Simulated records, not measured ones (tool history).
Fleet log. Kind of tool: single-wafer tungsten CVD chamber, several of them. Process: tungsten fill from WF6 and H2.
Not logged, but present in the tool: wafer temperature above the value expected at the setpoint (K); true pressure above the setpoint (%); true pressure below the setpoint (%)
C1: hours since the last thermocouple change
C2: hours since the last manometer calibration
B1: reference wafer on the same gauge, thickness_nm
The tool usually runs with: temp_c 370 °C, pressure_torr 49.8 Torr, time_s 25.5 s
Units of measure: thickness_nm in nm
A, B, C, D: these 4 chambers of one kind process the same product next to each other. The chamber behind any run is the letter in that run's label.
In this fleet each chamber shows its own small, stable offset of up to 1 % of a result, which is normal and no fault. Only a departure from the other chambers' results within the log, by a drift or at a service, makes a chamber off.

run 1D hour=10.3 | temp_c=370 pressure_torr=49.8 time_s=25.5 | C1=1023.1 C2=1707.3 | B1=42.804 | thickness_nm=52.030
run 2B hour=20.6 | temp_c=370 pressure_torr=49.8 time_s=25.5 | C1=768.4 C2=410.4 | B1=42.824 | thickness_nm=51.550
run 3C hour=30.0 | temp_c=370 pressure_torr=49.8 time_s=25.5 | C1=1178.2 C2=1548.4 | B1=42.825 | thickness_nm=51.760
run 4A hour=35.3 | temp_c=370 pressure_torr=49.8 time_s=25.5 | C1=523.6 C2=526.2 | B1=42.820 | thickness_nm=51.895
run 5C hour=41.0 | temp_c=370 pressure_torr=49.8 time_s=25.5 | C1=1189.2 C2=1559.4 | B1=42.810 | thickness_nm=51.829
run 6B hour=51.2 | temp_c=370 pressure_torr=49.8 time_s=25.5 | C1=799.0 C2=441.0 | B1=42.834 | thickness_nm=51.511
run 7D hour=58.7 | temp_c=370 pressure_torr=49.8 time_s=25.5 | C1=1071.5 C2=1755.7 | B1=42.831 | thickness_nm=52.112
run 8A hour=65.6 | temp_c=370 pressure_torr=49.8 time_s=25.5 | C1=553.9 C2=556.5 | B1=42.846 | thickness_nm=51.913
run 9D hour=71.4 | temp_c=370 pressure_torr=49.8 time_s=25.5 | C1=1084.2 C2=1768.4 | B1=42.839 | thickness_nm=52.200
run 10B hour=77.2 | temp_c=370 pressure_torr=49.8 time_s=25.5 | C1=825.0 C2=467.0 | B1=42.850 | thickness_nm=51.591
run 11C hour=83.3 | temp_c=370 pressure_torr=49.8 time_s=25.5 | C1=1231.5 C2=1601.7 | B1=42.844 | thickness_nm=51.816
run 12A hour=92.4 | temp_c=370 pressure_torr=49.8 time_s=25.5 | C1=580.7 C2=583.3 | B1=42.853 | thickness_nm=51.963
run 13A hour=102.8 | temp_c=370 pressure_torr=49.8 time_s=25.5 | C1=591.1 C2=593.7 | B1=42.873 | thickness_nm=51.992
run 14D hour=114.1 | temp_c=370 pressure_torr=49.8 time_s=25.5 | C1=1126.9 C2=1811.1 | B1=42.877 | thickness_nm=52.295
run 15B hour=120.4 | temp_c=370 pressure_torr=49.8 time_s=25.5 | C1=868.2 C2=510.2 | B1=42.872 | thickness_nm=51.656
run 16C hour=132.5 | temp_c=370 pressure_torr=49.8 time_s=25.5 | C1=1280.7 C2=1650.9 | B1=42.881 | thickness_nm=51.825
run 17A hour=139.6 | temp_c=370 pressure_torr=49.8 time_s=25.5 | C1=627.9 C2=630.5 | B1=42.892 | thickness_nm=51.938
-- hour=140.6 chamber D: capacitance manometer re-zeroed and calibrated
run 18C hour=149.8 | temp_c=370 pressure_torr=49.8 time_s=25.5 | C1=1298.0 C2=1668.2 | B1=42.894 | thickness_nm=51.862
run 19D hour=160.9 | temp_c=370 pressure_torr=49.8 time_s=25.5 | C1=1173.7 C2=20.3 | B1=42.907 | thickness_nm=52.234
run 20B hour=171.8 | temp_c=370 pressure_torr=49.8 time_s=25.5 | C1=919.6 C2=561.6 | B1=42.913 | thickness_nm=51.627
run 21D hour=178.4 | temp_c=370 pressure_torr=58.8 time_s=27.4 | C1=1191.2 C2=37.8 | B1=42.911 | thickness_nm=60.523
run 22C hour=184.1 | temp_c=370 pressure_torr=58.8 time_s=27.4 | C1=1332.3 C2=1702.5 | B1=42.906 | thickness_nm=59.875
run 23A hour=191.5 | temp_c=370 pressure_torr=58.8 time_s=27.4 | C1=679.8 C2=682.4 | B1=42.921 | thickness_nm=60.329
run 24B hour=201.8 | temp_c=370 pressure_torr=58.8 time_s=27.4 | C1=949.6 C2=591.6 | B1=42.931 | thickness_nm=59.765
run 25A hour=209.9 | temp_c=370 pressure_torr=49.8 time_s=25.5 | C1=698.2 C2=700.8 | B1=42.927 | thickness_nm=52.181
run 26C hour=220.3 | temp_c=370 pressure_torr=49.8 time_s=25.5 | C1=1368.5 C2=1738.7 | B1=42.944 | thickness_nm=51.864
run 27D hour=230.7 | temp_c=370 pressure_torr=49.8 time_s=25.5 | C1=1243.5 C2=90.1 | B1=42.943 | thickness_nm=52.348
run 28B hour=239.6 | temp_c=370 pressure_torr=49.8 time_s=25.5 | C1=987.4 C2=629.4 | B1=42.960 | thickness_nm=51.658
run 29A hour=247.6 | temp_c=370 pressure_torr=49.8 time_s=29.3 | C1=735.9 C2=738.5 | B1=42.955 | thickness_nm=59.795
run 30B hour=257.9 | temp_c=370 pressure_torr=49.8 time_s=29.3 | C1=1005.7 C2=647.7 | B1=42.957 | thickness_nm=59.471
run 31C hour=266.3 | temp_c=370 pressure_torr=49.8 time_s=29.3 | C1=1414.5 C2=1784.7 | B1=42.978 | thickness_nm=59.697
run 32D hour=271.7 | temp_c=370 pressure_torr=49.8 time_s=29.3 | C1=1284.5 C2=131.1 | B1=42.976 | thickness_nm=60.103

Predict what each chamber gives when all 4 of them run the settings below next.
run 33A hour=280.4 | temp_c=370 pressure_torr=49.8 time_s=25.5 | thickness_nm=?
run 33B hour=280.4 | temp_c=370 pressure_torr=49.8 time_s=25.5 | thickness_nm=?
run 33C hour=280.4 | temp_c=370 pressure_torr=49.8 time_s=25.5 | thickness_nm=?
run 33D hour=280.4 | temp_c=370 pressure_torr=49.8 time_s=25.5 | thickness_nm=?

run=33A thickness_nm=52.248
run=33B thickness_nm=51.841
run=33C thickness_nm=51.980
run=33D thickness_nm=52.371
